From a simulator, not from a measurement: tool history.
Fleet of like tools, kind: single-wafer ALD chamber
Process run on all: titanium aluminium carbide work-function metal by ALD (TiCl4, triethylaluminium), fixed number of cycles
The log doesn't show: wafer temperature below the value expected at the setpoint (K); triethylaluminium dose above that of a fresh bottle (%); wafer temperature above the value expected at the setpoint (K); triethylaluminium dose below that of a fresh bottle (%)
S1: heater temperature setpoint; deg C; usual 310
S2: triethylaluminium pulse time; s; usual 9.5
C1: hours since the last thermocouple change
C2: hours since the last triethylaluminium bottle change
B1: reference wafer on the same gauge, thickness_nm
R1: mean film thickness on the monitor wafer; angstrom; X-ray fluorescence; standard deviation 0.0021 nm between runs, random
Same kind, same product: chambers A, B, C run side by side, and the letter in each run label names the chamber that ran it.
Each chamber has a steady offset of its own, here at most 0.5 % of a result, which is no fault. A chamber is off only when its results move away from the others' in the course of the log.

run 1A hour=11.8 | S1=310 S2=9.5 | C1=1643.7 C2=430.5 | B1=2.1097 | R1=20.827
run 2C hour=21.5 | S1=310 S2=9.5 | C1=1900.5 C2=426 | B1=2.1103 | R1=20.769
run 3B hour=33.3 | S1=310 S2=9.5 | C1=896.5 C2=131.4 | B1=2.1109 | R1=20.843
run 4C hour=43.7 | S1=310 S2=9.5 | C1=1922.7 C2=448.2 | B1=2.1111 | R1=20.808
run 5A hour=55.2 | S1=310 S2=9.5 | C1=1687.1 C2=473.9 | B1=2.1109 | R1=20.841
run 6B hour=65.5 | S1=310 S2=9.5 | C1=928.7 C2=163.6 | B1=2.1121 | R1=20.81
run 7A hour=78.3 | S1=304 S2=9.5 | C1=1710.2 C2=497 | B1=2.112 | R1=20.314
run 8B hour=88.1 | S1=304 S2=9.5 | C1=951.3 C2=186.2 | B1=2.1113 | R1=20.326
run 9C hour=98.9 | S1=304 S2=9.5 | C1=1977.9 C2=503.4 | B1=2.1117 | R1=20.284
run 10C hour=109.9 | S1=310 S2=9.5 | C1=1988.9 C2=514.4 | B1=2.1125 | R1=20.78
run 11A hour=116.3 | S1=310 S2=9.5 | C1=1748.2 C2=535 | B1=2.1119 | R1=20.818
run 12B hour=122.2 | S1=310 S2=9.5 | C1=985.4 C2=220.3 | B1=2.1123 | R1=20.826
run 13B hour=130.3 | S1=310 S2=9.5 | C1=993.5 C2=228.4 | B1=2.1126 | R1=20.836
run 14A hour=140 | S1=310 S2=9.5 | C1=1771.9 C2=558.7 | B1=2.1127 | R1=20.887
run 15C hour=152.1 | S1=310 S2=9.5 | C1=2031.1 C2=556.6 | B1=2.1133 | R1=20.809
run 16A hour=160.8 | S1=310 S2=9.5 | C1=1792.7 C2=579.5 | B1=2.1131 | R1=20.861
run 17C hour=172.3 | S1=310 S2=9.5 | C1=2051.3 C2=576.8 | B1=2.1135 | R1=20.823
run 18B hour=179.8 | S1=310 S2=9.5 | C1=1043 C2=277.9 | B1=2.114 | R1=20.88
-- hour=184.7 chamber C: triethylaluminium bottle replaced
run 19A hour=189.9 | S1=310 S2=9.5 | C1=1821.8 C2=608.6 | B1=2.1143 | R1=20.847
run 20C hour=202.4 | S1=310 S2=9.5 | C1=2081.4 C2=17.8 | B1=2.1148 | R1=20.798
run 21B hour=214.2 | S1=310 S2=9.5 | C1=1077.4 C2=312.3 | B1=2.115 | R1=20.89
run 22B hour=227.5 | S1=310 S2=9.5 | C1=1090.7 C2=325.6 | B1=2.1153 | R1=20.907
run 23C hour=233.4 | S1=310 S2=12.12 | C1=2112.4 C2=48.8 | B1=2.1154 | R1=21.331
run 24A hour=243.6 | S1=310 S2=12.12 | C1=1875.5 C2=662.3 | B1=2.1151 | R1=21.333
run 25B hour=253.2 | S1=310 S2=12.12 | C1=1116.4 C2=351.3 | B1=2.1151 | R1=21.363
run 26A hour=266.3 | S1=310 S2=9.5 | C1=1898.2 C2=685 | B1=2.1153 | R1=20.838
run 27C hour=277.8 | S1=310 S2=9.5 | C1=2156.8 C2=93.2 | B1=2.1162 | R1=20.818
run 28C hour=290.1 | S1=310 S2=9.5 | C1=2169.1 C2=105.5 | B1=2.1159 | R1=20.847
run 29A hour=299.9 | S1=319 S2=9.5 | C1=1931.8 C2=718.6 | B1=2.1169 | R1=21.659
run 30B hour=306.5 | S1=319 S2=9.5 | C1=1169.7 C2=404.6 | B1=2.1166 | R1=21.683
run 31C hour=316.8 | S1=319 S2=9.5 | C1=2195.8 C2=132.2 | B1=2.1171 | R1=21.607
run 32B hour=323.6 | S1=310 S2=9.5 | C1=1186.8 C2=421.7 | B1=2.1176 | R1=20.893
run 33A hour=330.9 | S1=310 S2=9.5 | C1=1962.8 C2=749.6 | B1=2.1173 | R1=20.884
run 34B hour=342.5 | S1=303 S2=10.97 | C1=1205.7 C2=440.6 | B1=2.1174 | R1=20.598
run 35C hour=352 | S1=303 S2=10.97 | C1=2231 C2=167.4 | B1=2.1175 | R1=20.553
run 36A hour=360.6 | S1=303 S2=10.97 | C1=1992.5 C2=779.3 | B1=2.1177 | R1=20.58
run 37A hour=371.6 | S1=310 S2=9.5 | C1=2003.5 C2=790.3 | B1=2.1185 | R1=20.902
run 38C hour=378.3 | S1=310 S2=9.5 | C1=2257.3 C2=193.7 | B1=2.1185 | R1=20.848
run 39B hour=389.5 | S1=310 S2=9.5 | C1=1252.7 C2=487.6 | B1=2.1183 | R1=20.926
run 40C hour=397.7 | S1=324 S2=9.5 | C1=2276.7 C2=213.1 | B1=2.1184 | R1=22.057

Read the log: is a single chamber off, either drifting away or since a service, is the gauge that measures every chamber drifting, or is nothing wrong beyond small per-chamber offsets? Name any odd chamber and what most likely caused it.

The gauge drifts, so all chambers seem to drift together. No chamber is off.
Cause: gauge reads high (%) = 0.419.
